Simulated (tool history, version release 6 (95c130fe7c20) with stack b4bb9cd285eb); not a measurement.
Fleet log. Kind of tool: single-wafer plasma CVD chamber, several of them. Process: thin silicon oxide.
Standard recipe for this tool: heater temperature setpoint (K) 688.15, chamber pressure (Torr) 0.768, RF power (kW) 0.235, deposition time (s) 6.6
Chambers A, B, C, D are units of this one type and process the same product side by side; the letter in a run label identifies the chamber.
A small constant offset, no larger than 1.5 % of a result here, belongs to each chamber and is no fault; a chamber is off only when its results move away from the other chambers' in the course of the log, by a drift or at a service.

run	hour	heater temperature setpoint (K)	chamber pressure (Torr)	RF power (kW)	deposition time (s)	hours since the last thermocouple change	hours since the last RF generator calibration	hours since the last manometer calibration	read-back reference wafer on the same gauge, thickness_nm	mean film thickness on the monitor wafer (angstrom)
1A	4.6	688.15	0.768	0.235	6.6	1281	1164.3	155.7	9.28	103.68
2D	8.8	688.15	0.768	0.235	6.6	2024.8	1037.7	621.9	9.2951	101.94
3C	12.1	688.15	0.768	0.235	6.6	987.7	217	584.7	9.294	104.32
4B	14.6	688.15	0.768	0.235	6.6	2328.2	1339.7	2327.4	9.2957	103.39
# hour 18.4: chamber B: thermocouple changed; heater temperature recalibrated
5D	19.1	688.15	0.768	0.235	6.6	2035.1	1048	632.2	9.2925	103.19
6B	23.6	688.15	0.768	0.235	6.6	5.2	1348.7	2336.4	9.2858	104.36
7A	28	694.15	0.679	0.235	6.6	1304.4	1187.7	179.1	9.3044	90.538
8C	33.1	694.15	0.679	0.235	6.6	1008.7	238	605.7	9.3027	91.439
9A	35.9	694.15	0.679	0.235	6.6	1312.3	1195.6	187	9.309	89.79
10B	40	694.15	0.679	0.235	6.6	21.6	1365.1	2352.8	9.2963	91.153
11D	44.4	688.15	0.768	0.235	6.6	2060.4	1073.3	657.5	9.2921	101.12
12C	47.2	688.15	0.768	0.235	6.6	1022.8	252.1	619.8	9.2992	104.31
13A	51.1	688.15	0.768	0.235	6.6	1327.5	1210.8	202.2	9.2934	102.98
14C	55.2	688.15	0.889	0.235	6.6	1030.8	260.1	627.8	9.3027	118.17
# hour 55.9: chamber B: capacitance manometer re-zeroed and calibrated
15B	58	688.15	0.889	0.235	6.6	39.6	1383.1	2.2	9.3046	122.68
16D	61.8	688.15	0.889	0.235	6.6	2077.8	1090.7	674.9	9.2919	115.86
17B	65.7	688.15	0.889	0.235	6.6	47.3	1390.8	9.9	9.2912	123.4
18C	68.4	688.15	0.768	0.235	6.6	1044	273.3	641	9.2968	104.02
19A	73.6	688.15	0.768	0.235	6.6	1350	1233.3	224.7	9.2959	103.31
20D	75.8	688.15	0.768	0.235	6.6	2091.8	1104.7	688.9	9.2892	103.56
# hour 76.7: chamber D: thermocouple changed; heater temperature recalibrated
21B	80.6	688.15	0.768	0.235	6.6	62.2	1405.7	24.8	9.3047	108.39
22D	85.7	688.15	0.768	0.235	6.6	9.1	1114.6	698.8	9.2995	102.97
23C	88.1	688.15	0.768	0.235	6.6	1063.7	293	660.7	9.312	103.71
24A	93	688.15	0.768	0.235	6.6	1369.4	1252.7	244.1	9.3009	103.5
25D	98.1	688.15	0.768	0.235	6.6	21.5	1127	711.2	9.2959	102.01
26B	100.8	688.15	0.925	0.2	6.6	82.4	1425.9	45	9.2906	117.67

One chamber off, gauge drift, or nothing amiss beyond the chambers' own small offsets? If it is a chamber, which one, and what is the likeliest cause?

Chamber B has stood off from the others ever since a service on it.
Most likely cause: true pressure above the setpoint (%) = 5.44.

Here are 4 candidates for chamber B's next run, each the usual settings with a change, their results left as question marks. Which one brings its results back in line with what the others give on the usual settings?
Allowed miss from the other chambers' usual-settings mean, per result, to count as in line: mean film thickness on the monitor wafer (angstrom) 1.8
27B-1	104.4	688.15	0.768	0.23	6.3					?
27B-2	104.4	688.15	0.76	0.235	6.55					?
27B-3	104.4	688.15	0.807	0.24	6.6					?
27B-4	104.4	688.15	0.768	0.235	6.73					?

What the other chambers average on the usual settings: mean film thickness on the monitor wafer (angstrom) 103.05
run	mean film thickness on the monitor wafer (angstrom)
27B-1	102.86
27B-2	106.93
27B-3	114.81
27B-4	110.96
The right change is 27B-1: it brings the chamber back within the allowed miss of the others.
